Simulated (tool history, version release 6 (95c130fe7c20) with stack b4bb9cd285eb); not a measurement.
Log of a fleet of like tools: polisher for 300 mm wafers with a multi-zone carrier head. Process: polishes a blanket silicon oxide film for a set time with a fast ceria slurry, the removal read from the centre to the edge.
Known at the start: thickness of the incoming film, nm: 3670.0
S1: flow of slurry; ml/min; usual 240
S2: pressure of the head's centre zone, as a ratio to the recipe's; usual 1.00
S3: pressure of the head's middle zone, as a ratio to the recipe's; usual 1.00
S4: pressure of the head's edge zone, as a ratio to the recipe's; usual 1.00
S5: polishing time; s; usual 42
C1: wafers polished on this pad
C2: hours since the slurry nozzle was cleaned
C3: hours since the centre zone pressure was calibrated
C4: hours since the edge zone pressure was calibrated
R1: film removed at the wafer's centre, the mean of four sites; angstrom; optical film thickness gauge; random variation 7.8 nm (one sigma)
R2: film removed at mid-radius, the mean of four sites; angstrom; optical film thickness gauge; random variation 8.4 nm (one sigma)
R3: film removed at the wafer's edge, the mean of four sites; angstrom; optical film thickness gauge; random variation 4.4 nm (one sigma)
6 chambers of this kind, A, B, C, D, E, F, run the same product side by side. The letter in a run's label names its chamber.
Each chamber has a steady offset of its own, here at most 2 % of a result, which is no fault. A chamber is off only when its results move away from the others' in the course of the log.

| run | hour | S1 | S2 | S3 | S4 | S5 | C1 | C2 | C3 | C4 | R1 | R2 | R3 |
|---|---|---|---|---|---|---|---|---|---|---|---|---|---|
|  | 6.1 | chamber E: worn pad replaced by a new one |
| 1B | 12.9 | 240 | 1.00 | 1.00 | 1.00 | 42 | 834 | 111.6 | 628.3 | 887.1 | 5986.1 | 6182.4 | 6270.2 |
|  | 15.0 | chamber C: worn pad replaced by a new one |
| 2F | 21.4 | 240 | 1.00 | 1.00 | 1.00 | 42 | 385 | 105.3 | 78.4 | 26.4 | 5999.0 | 6013.7 | 6124.8 |
| 3A | 30.8 | 240 | 1.00 | 1.00 | 1.00 | 42 | 1036 | 184.3 | 718.8 | 44.6 | 6069.4 | 6272.6 | 6136.2 |
|  | 41.2 | chamber D: slurry nozzle cleaned |
| 4C | 44.5 | 240 | 1.00 | 1.00 | 1.00 | 42 | 202 | 541.2 | 734.8 | 101.1 | 6201.2 | 6150.2 | 6154.5 |
|  | 56.1 | chamber F: worn pad replaced by a new one |
|  | 59.1 | chamber C: slurry nozzle cleaned |
| 5E | 60.5 | 240 | 1.00 | 1.00 | 1.00 | 42 | 373 | 132.6 | 286.7 | 1240.1 | 6270.8 | 6115.4 | 6214.4 |
| 6D | 70.4 | 240 | 1.00 | 1.00 | 1.00 | 42 | 1004 | 29.3 | 594.9 | 1066.3 | 6226.7 | 5902.4 | 6124.5 |
| 7B | 83.6 | 240 | 1.00 | 1.00 | 1.00 | 42 | 1319 | 182.3 | 699.0 | 957.8 | 6139.1 | 6074.0 | 6167.1 |
|  | 86.9 | chamber D: worn pad replaced by a new one |
|  | 90.1 | chamber B: worn pad replaced by a new one |
|  | 92.8 | chamber E: edge zone pressure recalibrated |
| 8C | 97.0 | 240 | 1.00 | 1.00 | 0.96 | 48 | 562 | 38.0 | 787.3 | 153.6 | 7138.1 | 6978.6 | 6884.9 |
| 9A | 110.0 | 240 | 1.00 | 1.00 | 0.96 | 48 | 1579 | 263.5 | 798.0 | 123.8 | 6933.2 | 7014.9 | 6849.7 |
|  | 116.6 | chamber E: worn pad replaced by a new one |
| 10F | 119.6 | 240 | 1.00 | 1.00 | 0.96 | 48 | 435 | 203.5 | 176.6 | 124.6 | 6927.7 | 6976.3 | 6882.6 |
| 11D | 128.3 | 240 | 1.00 | 1.00 | 0.96 | 48 | 284 | 87.2 | 652.8 | 1124.2 | 7077.5 | 6853.1 | 6799.1 |
|  | 141.4 | chamber D: edge zone pressure recalibrated |
| 12E | 144.5 | 240 | 1.00 | 1.00 | 0.96 | 48 | 191 | 216.6 | 370.7 | 51.7 | 7096.8 | 7225.1 | 6952.3 |
|  | 152.7 | chamber F: worn pad replaced by a new one |
| 13B | 159.8 | 240 | 1.00 | 1.00 | 0.96 | 48 | 478 | 258.5 | 775.2 | 1034.0 | 6872.3 | 7071.8 | 7062.3 |
|  | 163.5 | chamber A: centre zone pressure recalibrated |
| 14A | 167.6 | 240 | 1.00 | 1.00 | 1.00 | 42 | 1975 | 321.1 | 4.2 | 181.4 | 6101.1 | 5932.5 | 5978.8 |
| 15D | 174.8 | 240 | 1.00 | 1.00 | 1.00 | 42 | 603 | 133.7 | 699.3 | 33.4 | 6042.3 | 6223.3 | 6124.1 |
|  | 178.9 | chamber C: worn pad replaced by a new one |
| 16E | 188.6 | 240 | 1.00 | 1.00 | 1.00 | 42 | 494 | 260.7 | 414.8 | 95.8 | 6202.9 | 6073.4 | 6111.8 |
| 17F | 203.6 | 170 | 1.00 | 1.00 | 0.91 | 42 | 349 | 287.5 | 260.6 | 208.6 | 5677.1 | 5618.6 | 5611.3 |
| 18C | 211.2 | 170 | 1.00 | 1.00 | 0.91 | 42 | 221 | 152.2 | 901.5 | 267.8 | 5857.0 | 5935.0 | 5655.9 |
|  | 213.6 | chamber E: worn pad replaced by a new one |
| 19E | 221.3 | 170 | 1.00 | 1.00 | 0.91 | 42 | 52 | 293.4 | 447.5 | 128.5 | 5896.5 | 5940.9 | 5773.4 |
|  | 229.6 | chamber B: edge zone pressure recalibrated |
| 20B | 233.9 | 170 | 1.00 | 1.00 | 0.91 | 42 | 986 | 332.6 | 849.3 | 4.4 | 5844.8 | 5646.8 | 5709.1 |
| 21D | 245.4 | 170 | 1.00 | 1.00 | 0.91 | 42 | 1087 | 204.3 | 769.9 | 104.0 | 5867.4 | 5747.0 | 5658.7 |
|  | 249.9 | chamber B: worn pad replaced by a new one |
|  | 250.9 | chamber F: worn pad replaced by a new one |
| 22F | 260.3 | 170 | 1.00 | 1.00 | 0.91 | 42 | 65 | 344.2 | 317.3 | 265.3 | 5607.8 | 5809.6 | 5596.7 |
|  | 263.8 | chamber B: centre zone pressure recalibrated |
| 23A | 275.5 | 240 | 1.00 | 1.00 | 1.00 | 42 | 2715 | 429.0 | 112.1 | 289.3 | 5828.2 | 6001.8 | 5872.0 |
| 24C | 287.9 | 240 | 1.00 | 1.00 | 1.00 | 42 | 747 | 228.9 | 978.2 | 344.5 | 6210.3 | 6097.9 | 6234.3 |
|  | 291.3 | chamber D: worn pad replaced by a new one |
| 25C | 295.7 | 240 | 1.00 | 1.00 | 1.00 | 42 | 801 | 236.7 | 986.0 | 352.3 | 6158.9 | 6263.5 | 6213.5 |
| 26A | 309.5 | 240 | 1.00 | 1.00 | 1.00 | 42 | 2948 | 463.0 | 146.1 | 323.3 | 5869.8 | 5925.4 | 5879.4 |
|  | 323.0 | chamber E: worn pad replaced by a new one |
| 27D | 323.7 | 240 | 1.00 | 1.00 | 1.00 | 42 | 222 | 282.6 | 848.2 | 182.3 | 6239.7 | 6160.2 | 6150.7 |
| 28E | 335.6 | 240 | 0.92 | 1.08 | 1.00 | 42 | 86 | 407.7 | 561.8 | 242.8 | 5759.9 | 6578.5 | 6199.2 |
|  | 337.8 | chamber C: worn pad replaced by a new one |
| 29F | 343.9 | 240 | 0.92 | 1.08 | 1.00 | 42 | 638 | 427.8 | 400.9 | 348.9 | 5353.2 | 6508.4 | 6091.5 |
|  | 357.0 | chamber F: worn pad replaced by a new one |
| 30B | 358.0 | 240 | 0.92 | 1.08 | 1.00 | 42 | 741 | 456.7 | 94.2 | 128.5 | 5509.9 | 6506.7 | 6248.2 |
| 31A | 369.0 | 240 | 0.92 | 1.08 | 1.00 | 42 | 3356 | 522.5 | 205.6 | 382.8 | 5149.7 | 6311.0 | 5789.0 |
| 32C | 385.5 | 240 | 0.92 | 1.08 | 1.00 | 42 | 327 | 326.5 | 1075.8 | 442.1 | 5654.4 | 6630.7 | 6188.8 |
| 33D | 401.1 | 240 | 0.92 | 1.08 | 1.00 | 42 | 753 | 360.0 | 925.6 | 259.7 | 5651.6 | 6541.8 | 6116.3 |
|  | 413.0 | chamber F: slurry nozzle cleaned |
| 34F | 414.8 | 240 | 1.00 | 1.00 | 1.00 | 42 | 396 | 1.9 | 471.8 | 419.8 | 6037.5 | 6176.9 | 6106.2 |
| 35E | 430.7 | 240 | 1.00 | 1.00 | 1.00 | 42 | 739 | 502.8 | 656.9 | 337.9 | 6119.7 | 6195.9 | 6220.8 |
|  | 434.3 | chamber B: slurry nozzle cleaned |
|  | 439.8 | chamber E: worn pad replaced by a new one |
| 36B | 441.6 | 240 | 1.00 | 1.00 | 1.00 | 42 | 1315 | 7.4 | 177.8 | 212.1 | 6035.9 | 5966.1 | 6182.3 |
|  | 447.7 | chamber F: worn pad replaced by a new one |
| 37A | 448.9 | 240 | 1.00 | 1.00 | 1.00 | 42 | 3904 | 602.4 | 285.5 | 462.7 | 5595.7 | 5698.4 | 5649.3 |
| 38E | 456.4 | 315 | 1.00 | 1.00 | 1.00 | 42 | 114 | 528.5 | 682.6 | 363.6 | 6497.0 | 6363.9 | 6264.4 |
| 39D | 472.4 | 315 | 1.00 | 1.00 | 1.00 | 42 | 1242 | 431.3 | 996.9 | 331.0 | 6280.1 | 6317.4 | 6303.1 |
| 40F | 485.1 | 315 | 1.00 | 1.00 | 1.00 | 42 | 256 | 72.2 | 542.1 | 490.1 | 6280.3 | 6209.9 | 6304.3 |

Next, every chamber runs the same settings. What will each give?
| 41A | 496.9 | 240 | 1.00 | 1.00 | 1.00 | 42 |  |  |  |  | ? | ? | ? |
| 41B | 496.9 | 240 | 1.00 | 1.00 | 1.00 | 42 |  |  |  |  | ? | ? | ? |
| 41C | 496.9 | 240 | 1.00 | 1.00 | 1.00 | 42 |  |  |  |  | ? | ? | ? |
| 41D | 496.9 | 240 | 1.00 | 1.00 | 1.00 | 42 |  |  |  |  | ? | ? | ? |
| 41E | 496.9 | 240 | 1.00 | 1.00 | 1.00 | 42 |  |  |  |  | ? | ? | ? |
| 41F | 496.9 | 240 | 1.00 | 1.00 | 1.00 | 42 |  |  |  |  | ? | ? | ? |

| run | R1 | R2 | R3 |
|---|---|---|---|
| 41A | 5597.6 | 5482.3 | 5595.1 |
| 41B | 5981.9 | 6050.3 | 6179.5 |
| 41C | 6251.6 | 6238.7 | 6160.2 |
| 41D | 6001.2 | 6145.2 | 6155.9 |
| 41E | 6152.7 | 6220.2 | 6202.4 |
| 41F | 6155.3 | 6176.7 | 6080.1 |

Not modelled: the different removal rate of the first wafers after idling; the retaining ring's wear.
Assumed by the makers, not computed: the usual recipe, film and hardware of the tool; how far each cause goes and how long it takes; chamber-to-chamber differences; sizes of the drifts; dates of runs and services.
